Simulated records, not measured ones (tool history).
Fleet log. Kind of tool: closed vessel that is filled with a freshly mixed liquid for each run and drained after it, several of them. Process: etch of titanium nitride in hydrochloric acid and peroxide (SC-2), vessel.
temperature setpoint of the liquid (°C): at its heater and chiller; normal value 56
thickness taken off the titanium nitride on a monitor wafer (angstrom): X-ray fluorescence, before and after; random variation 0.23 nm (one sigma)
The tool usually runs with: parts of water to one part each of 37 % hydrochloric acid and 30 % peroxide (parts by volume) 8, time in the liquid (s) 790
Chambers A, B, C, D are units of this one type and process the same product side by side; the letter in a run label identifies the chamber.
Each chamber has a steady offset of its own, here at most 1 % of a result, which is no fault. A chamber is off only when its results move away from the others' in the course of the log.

| run | hour | temperature setpoint of the liquid (°C) | parts of water to one part each of 37 % hydrochloric acid and 30 % peroxide (parts by volume) | time in the liquid (s) | hours since the thermometer was replaced | hours since the chemicals flow meter was replaced | hours since the drum of peroxide was connected | read-back film thickness of the titanium nitride reference wafer, read on the same gauge (nm) | thickness taken off the titanium nitride on a monitor wafer (angstrom) |
|---|---|---|---|---|---|---|---|---|---|
| 1A | 9.6 | 56 | 8 | 790 | 222 | 1821.4 | 132.6 | 49.993 | 267.47 |
| 2B | 22.3 | 56 | 8 | 790 | 345.6 | 299.4 | 662.5 | 49.996 | 268.64 |
| 3D | 30 | 56 | 8 | 790 | 1063.9 | 904 | 606.4 | 50.005 | 267.88 |
| 4C | 37.4 | 56 | 8 | 790 | 53.1 | 177.6 | 76.4 | 50.016 | 267.54 |
| 5A | 47.1 | 61.5 | 8 | 945 | 259.5 | 1858.9 | 170.1 | 49.956 | 453.4 |
| 6B | 55.1 | 61.5 | 8 | 945 | 378.4 | 332.2 | 695.3 | 50.013 | 453.58 |
| 7C | 62.3 | 61.5 | 8 | 945 | 78 | 202.5 | 101.3 | 50.002 | 451.92 |
| 8D | 68.8 | 61.5 | 8 | 945 | 1102.7 | 942.8 | 645.2 | 50.037 | 449.58 |
| 9A | 74.9 | 56 | 8 | 790 | 287.3 | 1886.7 | 197.9 | 49.994 | 267.3 |
| 10C | 83.1 | 56 | 8 | 790 | 98.8 | 223.3 | 122.1 | 50.022 | 267.24 |
| 11B | 96.2 | 56 | 8 | 790 | 419.5 | 373.3 | 736.4 | 50.041 | 268.81 |
| 12D | 105 | 56 | 8 | 790 | 1138.9 | 979 | 681.4 | 50.008 | 264.89 |
| 13A | 114.5 | 56 | 8 | 790 | 326.9 | 1926.3 | 237.5 | 50.045 | 270.2 |
| 14B | 124.4 | 56 | 8 | 790 | 447.7 | 401.5 | 764.6 | 49.996 | 267.83 |
| 15D | 131.8 | 56 | 8 | 790 | 1165.7 | 1005.8 | 708.2 | 50.029 | 266.27 |
| 16C | 143 | 56 | 8 | 790 | 158.7 | 283.2 | 182 | 49.963 | 266 |
| 17A | 152.2 | 56 | 8 | 790 | 364.6 | 1964 | 275.2 | 49.988 | 267.71 |
| 18C | 165.9 | 56 | 8 | 790 | 181.6 | 306.1 | 204.9 | 49.992 | 270.57 |
| 19D | 174.5 | 62.5 | 8 | 790 | 1208.4 | 1048.5 | 750.9 | 49.988 | 400.88 |
| 20B | 186.4 | 62.5 | 8 | 790 | 509.7 | 463.5 | 826.6 | 50.003 | 405.67 |
| 21D | 199.2 | 62.5 | 8 | 790 | 1233.1 | 1073.2 | 775.6 | 49.995 | 399.87 |
| 22A | 207 | 62.5 | 8 | 790 | 419.4 | 2018.8 | 330 | 49.981 | 400.3 |
| 23C | 219.2 | 56 | 8 | 790 | 234.9 | 359.4 | 258.2 | 49.998 | 270.37 |
| 24B | 232.8 | 56 | 8 | 790 | 556.1 | 509.9 | 873 | 50.013 | 268.48 |
| 25C | 245.9 | 56 | 8 | 790 | 261.6 | 386.1 | 284.9 | 49.964 | 266.71 |
| 26A | 257.7 | 56 | 8 | 790 | 470.1 | 2069.5 | 380.7 | 50.04 | 267.3 |
| 27D | 269 | 56 | 8 | 790 | 1302.9 | 1143 | 845.4 | 49.989 | 257.79 |
| 28B | 281.4 | 63 | 8 | 1100 | 604.7 | 558.5 | 921.6 | 50.007 | 577.33 |
|  | 284.9 | chamber D: new drum of peroxide connected |
| 29B | 291.1 | 63 | 8 | 1100 | 614.4 | 568.2 | 931.3 | 50.041 | 579.84 |
| 30C | 299.2 | 63 | 8 | 1100 | 314.9 | 439.4 | 338.2 | 49.969 | 573.82 |
| 31D | 308.2 | 63 | 8 | 1100 | 1342.1 | 1182.2 | 23.3 | 50.004 | 553.2 |
| 32A | 316.6 | 56 | 8 | 790 | 529 | 2128.4 | 439.6 | 50.004 | 267.77 |
| 33B | 324.5 | 60.5 | 8 | 790 | 647.8 | 601.6 | 964.7 | 50.01 | 353.51 |
| 34D | 337.8 | 60.5 | 8 | 790 | 1371.7 | 1211.8 | 52.9 | 49.983 | 335.93 |
| 35A | 345.2 | 60.5 | 8 | 790 | 557.6 | 2157 | 468.2 | 50.015 | 354.07 |
| 36C | 353.4 | 60.5 | 8 | 790 | 369.1 | 493.6 | 392.4 | 50.004 | 354.4 |
| 37B | 365.6 | 56 | 8 | 790 | 688.9 | 642.7 | 1005.8 | 49.998 | 266.68 |

For the next run the whole fleet of 4 chambers uses the same settings. Give each chamber's results:
| 38A | 375.5 | 56 | 8 | 790 |  |  |  |  | ? |
| 38B | 375.5 | 56 | 8 | 790 |  |  |  |  | ? |
| 38C | 375.5 | 56 | 8 | 790 |  |  |  |  | ? |
| 38D | 375.5 | 56 | 8 | 790 |  |  |  |  | ? |

| run | thickness taken off the titanium nitride on a monitor wafer (angstrom) |
|---|---|
| 38A | 263.89 |
| 38B | 269.94 |
| 38C | 268.96 |
| 38D | 248.26 |

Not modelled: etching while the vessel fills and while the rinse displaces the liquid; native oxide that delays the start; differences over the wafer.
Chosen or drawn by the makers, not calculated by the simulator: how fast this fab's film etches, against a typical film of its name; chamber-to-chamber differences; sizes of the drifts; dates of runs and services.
